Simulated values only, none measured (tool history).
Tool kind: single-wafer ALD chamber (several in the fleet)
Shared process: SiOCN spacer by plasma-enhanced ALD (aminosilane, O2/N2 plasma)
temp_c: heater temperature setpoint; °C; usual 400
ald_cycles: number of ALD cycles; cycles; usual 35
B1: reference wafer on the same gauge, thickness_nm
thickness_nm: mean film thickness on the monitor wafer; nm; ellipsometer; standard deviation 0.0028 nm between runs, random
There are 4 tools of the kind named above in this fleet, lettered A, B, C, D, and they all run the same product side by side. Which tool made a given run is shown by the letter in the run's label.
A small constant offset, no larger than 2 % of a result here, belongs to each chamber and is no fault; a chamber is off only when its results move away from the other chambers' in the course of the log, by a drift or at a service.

Run 1D, hour 2.8: usual settings; B1 1.8503. Result: thickness_nm 2.0819 nm.
Run 2C, hour 6.0: usual settings; B1 1.8494. Result: thickness_nm 2.1166 nm.
Run 3B, hour 11.3: usual settings; B1 1.8486. Result: thickness_nm 2.1013 nm.
Run 4A, hour 15.6: usual settings; B1 1.8492. Result: thickness_nm 2.1164 nm.
Run 5C, hour 18.5: usual settings; B1 1.8491. Result: thickness_nm 2.1175 nm.
Run 6D, hour 23.5: usual settings; B1 1.8490. Result: thickness_nm 2.0712 nm.
Run 7A, hour 28.9: usual settings but temp_c 413 °C, ald_cycles 39 cycles; B1 1.8483. Result: thickness_nm 2.2600 nm.
Run 8B, hour 32.1: usual settings but temp_c 413 °C, ald_cycles 39 cycles; B1 1.8481. Result: thickness_nm 2.2439 nm.
Run 9D, hour 35.4: usual settings but temp_c 413 °C, ald_cycles 39 cycles; B1 1.8475. Result: thickness_nm 2.2231 nm.
Run 10B, hour 38.8: usual settings but temp_c 413 °C, ald_cycles 39 cycles; B1 1.8484. Result: thickness_nm 2.2473 nm.
Run 11C, hour 43.3: usual settings but temp_c 406 °C, ald_cycles 30 cycles; B1 1.8483. Result: thickness_nm 1.7823 nm.
Run 12A, hour 46.5: usual settings but temp_c 406 °C, ald_cycles 30 cycles; B1 1.8467. Result: thickness_nm 1.7778 nm.
Run 13C, hour 49.6: usual settings but temp_c 406 °C, ald_cycles 30 cycles; B1 1.8465. Result: thickness_nm 1.7823 nm.
Run 14D, hour 54.7: usual settings but temp_c 406 °C, ald_cycles 30 cycles; B1 1.8468. Result: thickness_nm 1.7449 nm.
Run 15A, hour 60.6: usual settings; B1 1.8456. Result: thickness_nm 2.1144 nm.
Run 16B, hour 65.4: usual settings; B1 1.8467. Result: thickness_nm 2.0964 nm.
Run 17C, hour 70.8: usual settings but temp_c 411 °C, ald_cycles 37 cycles; B1 1.8463. Result: thickness_nm 2.1616 nm.
Run 18B, hour 75.8: usual settings but temp_c 411 °C, ald_cycles 37 cycles; B1 1.8463. Result: thickness_nm 2.1420 nm.
Run 19A, hour 80.8: usual settings but temp_c 411 °C, ald_cycles 37 cycles; B1 1.8455. Result: thickness_nm 2.1571 nm.
Run 20D, hour 84.7: usual settings but temp_c 411 °C, ald_cycles 37 cycles; B1 1.8452. Result: thickness_nm 2.1182 nm.
Run 21A, hour 89.8: usual settings; B1 1.8455. Result: thickness_nm 2.1100 nm.
Run 22C, hour 92.6: usual settings; B1 1.8450. Result: thickness_nm 2.1086 nm.
Run 23B, hour 97.7: usual settings; B1 1.8449. Result: thickness_nm 2.1007 nm.
Run 24D, hour 101.5: usual settings; B1 1.8440. Result: thickness_nm 2.0690 nm.
Run 25B, hour 105.8: usual settings; B1 1.8443. Result: thickness_nm 2.0973 nm.
Run 26A, hour 111.1: usual settings; B1 1.8438. Result: thickness_nm 2.1060 nm.
Run 27D, hour 114.3: usual settings; B1 1.8435. Result: thickness_nm 2.0725 nm.
Run 28C, hour 117.0: usual settings but ald_cycles 38 cycles; B1 1.8439. Result: thickness_nm 2.2941 nm.
Run 29C, hour 122.5: usual settings but ald_cycles 38 cycles; B1 1.8437. Result: thickness_nm 2.2925 nm.
Run 30D, hour 126.8: usual settings but ald_cycles 38 cycles; B1 1.8436. Result: thickness_nm 2.2551 nm.
Run 31B, hour 129.5: usual settings but ald_cycles 38 cycles; B1 1.8432. Result: thickness_nm 2.2733 nm.
Run 32A, hour 133.2: usual settings; B1 1.8432. Result: thickness_nm 2.1047 nm.
Run 33C, hour 136.4: usual settings; B1 1.8429. Result: thickness_nm 2.1043 nm.
Run 34B, hour 140.2: usual settings; B1 1.8424. Result: thickness_nm 2.0930 nm.
Run 35D, hour 144.9: usual settings; B1 1.8418. Result: thickness_nm 2.0703 nm.
Run 36A, hour 147.6: usual settings; B1 1.8425. Result: thickness_nm 2.1043 nm.
Run 37C, hour 151.6: usual settings; B1 1.8418. Result: thickness_nm 2.1057 nm.
Run 38D, hour 157.3: usual settings; B1 1.8419. Result: thickness_nm 2.0676 nm.
Run 39B, hour 161.2: usual settings; B1 1.8407. Result: thickness_nm 2.0947 nm.
Run 40A, hour 165.9: usual settings; B1 1.8410. Result: thickness_nm 2.1099 nm.
Run 41B, hour 171.3: usual settings; B1 1.8404. Result: thickness_nm 2.0886 nm.
Run 42D, hour 175.6: usual settings but ald_cycles 39 cycles; B1 1.8407. Result: thickness_nm 2.3011 nm.
Run 43A, hour 180.5: usual settings but ald_cycles 39 cycles; B1 1.8397. Result: thickness_nm 2.3438 nm.

Decide between three cases: one chamber stands off from its peers, the gauge reading all wafers drifts, or nothing is wrong past each chamber's small offset. Where a chamber is off, say which and what most likely put it there.

The shared gauge is drifting. All chambers look as if they move in step, but none is off.
Cause: gauge reads low (%) = 0.551.

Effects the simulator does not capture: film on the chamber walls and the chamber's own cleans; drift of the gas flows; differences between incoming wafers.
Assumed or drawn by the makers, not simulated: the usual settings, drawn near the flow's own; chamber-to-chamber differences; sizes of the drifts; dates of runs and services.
